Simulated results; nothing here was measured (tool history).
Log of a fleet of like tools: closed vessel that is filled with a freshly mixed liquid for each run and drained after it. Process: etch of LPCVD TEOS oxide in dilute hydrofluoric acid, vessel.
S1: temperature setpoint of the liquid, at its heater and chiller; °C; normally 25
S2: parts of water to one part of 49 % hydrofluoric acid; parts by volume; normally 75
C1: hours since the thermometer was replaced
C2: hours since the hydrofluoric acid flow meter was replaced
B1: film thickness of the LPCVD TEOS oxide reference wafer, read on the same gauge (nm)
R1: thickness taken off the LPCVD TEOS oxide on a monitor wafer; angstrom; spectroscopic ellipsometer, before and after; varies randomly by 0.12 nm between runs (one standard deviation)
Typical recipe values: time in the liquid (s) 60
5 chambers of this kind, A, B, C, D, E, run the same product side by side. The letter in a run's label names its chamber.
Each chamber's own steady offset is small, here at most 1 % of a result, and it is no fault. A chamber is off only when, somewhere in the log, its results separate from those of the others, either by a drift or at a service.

Run 1A, hour 6.9: usual settings; C1 1127.6; C2 545.6; B1 99.999. Result: R1 322.54 angstrom.
Run 2E, hour 11.4: usual settings; C1 1896.3; C2 1284.8; B1 99.980. Result: R1 324.85 angstrom.
Run 3C, hour 15.4: usual settings; C1 725.2; C2 109.3; B1 100.010. Result: R1 323.38 angstrom.
Run 4B, hour 23.5: usual settings; C1 335.3; C2 743.7; B1 100.020. Result: R1 323.98 angstrom.
Run 5D, hour 27.7: usual settings; C1 697.5; C2 639.5; B1 100.020. Result: R1 324.36 angstrom.
Run 6B, hour 31.8: usual settings; C1 343.6; C2 752.0; B1 100.030. Result: R1 323.60 angstrom.
At hour 35.0: chamber D: thermometer replaced.
Run 7E, hour 36.0: usual settings; C1 1920.9; C2 1309.4; B1 100.010. Result: R1 322.58 angstrom.
Run 8A, hour 44.4: usual settings; C1 1165.1; C2 583.1; B1 99.997. Result: R1 322.05 angstrom.
Run 9C, hour 48.4: usual settings; C1 758.2; C2 142.3; B1 100.010. Result: R1 326.36 angstrom.
Run 10D, hour 52.9: usual settings; C1 18.0; C2 664.7; B1 99.980. Result: R1 324.95 angstrom.
Run 11E, hour 61.1: usual settings; C1 1946.0; C2 1334.5; B1 99.996. Result: R1 323.46 angstrom.
Run 12C, hour 68.1: usual settings; C1 777.9; C2 162.0; B1 100.000. Result: R1 327.91 angstrom.
Run 13A, hour 75.8: usual settings; C1 1196.5; C2 614.5; B1 100.000. Result: R1 319.41 angstrom.
Run 14D, hour 82.0: usual settings; C1 47.1; C2 693.8; B1 99.989. Result: R1 323.98 angstrom.
Run 15B, hour 90.5: usual settings; C1 402.3; C2 810.7; B1 99.999. Result: R1 323.11 angstrom.
Run 16C, hour 96.6: usual settings; C1 806.4; C2 190.5; B1 100.020. Result: R1 326.15 angstrom.
Run 17E, hour 102.9: usual settings; C1 1987.8; C2 1376.3; B1 100.010. Result: R1 323.97 angstrom.
Run 18A, hour 109.8: usual settings but time in the liquid (s) 80; C1 1230.5; C2 648.5; B1 99.998. Result: R1 421.82 angstrom.
Run 19B, hour 118.1: usual settings but time in the liquid (s) 80; C1 429.9; C2 838.3; B1 99.988. Result: R1 429.80 angstrom.
Run 20D, hour 123.1: usual settings but time in the liquid (s) 80; C1 88.2; C2 734.9; B1 100.000. Result: R1 430.67 angstrom.
Run 21C, hour 128.0: usual settings but time in the liquid (s) 80; C1 837.8; C2 221.9; B1 100.010. Result: R1 434.28 angstrom.
Run 22D, hour 135.1: usual settings but time in the liquid (s) 80; C1 100.2; C2 746.9; B1 100.010. Result: R1 435.01 angstrom.
Run 23E, hour 140.4: usual settings; C1 2025.3; C2 1413.8; B1 100.010. Result: R1 321.55 angstrom.
Run 24A, hour 149.3: usual settings; C1 1270.0; C2 688.0; B1 99.994. Result: R1 314.96 angstrom.
Run 25B, hour 153.2: usual settings; C1 465.0; C2 873.4; B1 100.020. Result: R1 320.48 angstrom.
Run 26E, hour 159.4: usual settings; C1 2044.3; C2 1432.8; B1 100.000. Result: R1 323.07 angstrom.
Run 27B, hour 166.7: usual settings; C1 478.5; C2 886.9; B1 99.999. Result: R1 322.48 angstrom.
Run 28A, hour 171.3: usual settings; C1 1292.0; C2 710.0; B1 100.000. Result: R1 312.11 angstrom.
Run 29C, hour 180.0: usual settings but time in the liquid (s) 45; C1 889.8; C2 273.9; B1 99.996. Result: R1 243.28 angstrom.
Run 30D, hour 184.8: usual settings but time in the liquid (s) 45; C1 149.9; C2 796.6; B1 99.999. Result: R1 244.02 angstrom.
Run 31D, hour 192.5: usual settings but time in the liquid (s) 45; C1 157.6; C2 804.3; B1 99.995. Result: R1 244.73 angstrom.
Run 32A, hour 198.8: usual settings but time in the liquid (s) 45; C1 1319.5; C2 737.5; B1 100.040. Result: R1 232.93 angstrom.

For the next run the whole fleet of 5 chambers uses the same settings. Give each chamber's results:
Run 33A, hour 205.2: usual settings. Result: R1 ?.
Run 33B, hour 205.2: usual settings. Result: R1 ?.
Run 33C, hour 205.2: usual settings. Result: R1 ?.
Run 33D, hour 205.2: usual settings. Result: R1 ?.
Run 33E, hour 205.2: usual settings. Result: R1 ?.

run      R1
33A  311.49
33B  323.98
33C  324.71
33D  322.75
33E  325.07

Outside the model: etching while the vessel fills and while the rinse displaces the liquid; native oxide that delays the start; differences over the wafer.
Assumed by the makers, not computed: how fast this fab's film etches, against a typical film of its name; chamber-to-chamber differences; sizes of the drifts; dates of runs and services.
